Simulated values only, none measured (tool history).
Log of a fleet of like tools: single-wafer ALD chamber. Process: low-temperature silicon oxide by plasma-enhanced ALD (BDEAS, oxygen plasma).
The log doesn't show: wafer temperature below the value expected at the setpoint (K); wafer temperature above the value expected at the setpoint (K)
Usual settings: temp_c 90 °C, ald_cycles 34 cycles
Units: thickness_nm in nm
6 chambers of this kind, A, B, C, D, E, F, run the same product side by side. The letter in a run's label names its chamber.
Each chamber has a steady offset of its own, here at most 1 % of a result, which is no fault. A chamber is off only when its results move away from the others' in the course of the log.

| run | hour | temp_c | ald_cycles | hours since the last thermocouple change | read-back reference wafer on the same gauge, thickness_nm | thickness_nm |
|---|---|---|---|---|---|---|
| 1D | 6.8 | 90 | 34 | 2668.9 | 5.8600 | 5.0150 |
| 2E | 16.7 | 90 | 34 | 28.1 | 5.8602 | 5.0325 |
|  | 22.2 | chamber D: thermocouple changed; heater temperature recalibrated |
| 3C | 26.4 | 90 | 34 | 2101.7 | 5.8571 | 5.1089 |
| 4B | 35.0 | 90 | 34 | 38.9 | 5.8567 | 5.0341 |
| 5A | 48.3 | 90 | 34 | 958.2 | 5.8560 | 5.0138 |
| 6F | 61.8 | 90 | 34 | 561.3 | 5.8539 | 4.9787 |
| 7B | 73.8 | 90 | 34 | 77.7 | 5.8605 | 5.0432 |
| 8A | 84.6 | 90 | 34 | 994.5 | 5.8555 | 5.0759 |
| 9D | 97.9 | 90 | 34 | 75.8 | 5.8610 | 5.0279 |
| 10F | 111.5 | 90 | 41 | 611.0 | 5.8665 | 5.9852 |
| 11E | 124.2 | 90 | 41 | 135.6 | 5.8580 | 6.1147 |
| 12C | 133.8 | 90 | 41 | 2209.1 | 5.8602 | 6.1105 |
| 13F | 144.9 | 90 | 41 | 644.4 | 5.8567 | 5.9934 |
| 14A | 153.1 | 90 | 41 | 1063.0 | 5.8577 | 6.1153 |
| 15E | 167.2 | 90 | 41 | 178.6 | 5.8582 | 6.0790 |
| 16B | 175.2 | 90 | 34 | 179.1 | 5.8631 | 4.9990 |
| 17D | 181.7 | 90 | 34 | 159.6 | 5.8685 | 5.0542 |
| 18C | 193.5 | 90 | 34 | 2268.8 | 5.8633 | 5.0437 |
| 19F | 206.1 | 90 | 34 | 705.6 | 5.8693 | 4.9882 |
| 20C | 220.1 | 90 | 34 | 2295.4 | 5.8676 | 5.0420 |
| 21B | 233.0 | 90 | 34 | 236.9 | 5.8626 | 5.0225 |
| 22E | 246.2 | 76 | 37 | 257.6 | 5.8642 | 5.8001 |
| 23D | 257.0 | 76 | 37 | 234.9 | 5.8594 | 5.7603 |
| 24A | 268.6 | 76 | 37 | 1178.5 | 5.8650 | 5.7161 |
| 25F | 274.8 | 76 | 37 | 774.3 | 5.8616 | 5.6461 |
| 26C | 281.8 | 76 | 37 | 2357.1 | 5.8630 | 5.7720 |
| 27B | 295.7 | 76 | 37 | 299.6 | 5.8544 | 5.7708 |
| 28A | 302.0 | 90 | 34 | 1211.9 | 5.8609 | 4.9881 |
| 29D | 309.5 | 90 | 34 | 287.4 | 5.8640 | 5.0016 |
| 30E | 321.5 | 90 | 34 | 332.9 | 5.8624 | 5.0691 |
| 31D | 334.2 | 90 | 34 | 312.1 | 5.8630 | 5.0523 |
| 32F | 343.4 | 90 | 34 | 842.9 | 5.8582 | 4.9848 |
| 33A | 351.8 | 90 | 34 | 1261.7 | 5.8502 | 5.0115 |
| 34E | 362.3 | 90 | 34 | 373.7 | 5.8592 | 5.0272 |
| 35C | 369.4 | 90 | 28 | 2444.7 | 5.8600 | 4.2104 |
| 36B | 380.7 | 90 | 28 | 384.6 | 5.8659 | 4.1675 |
| 37C | 393.4 | 90 | 28 | 2468.7 | 5.8670 | 4.1906 |
| 38F | 405.8 | 90 | 28 | 905.3 | 5.8562 | 4.1402 |
| 39A | 412.3 | 90 | 28 | 1322.2 | 5.8515 | 4.1266 |

Is one chamber off against the others, does the gauge drift, or is nothing wrong? If a chamber is off, say which, and what the likeliest cause is.

No chamber stands off beyond its own small offset, and the gauge holds steady.
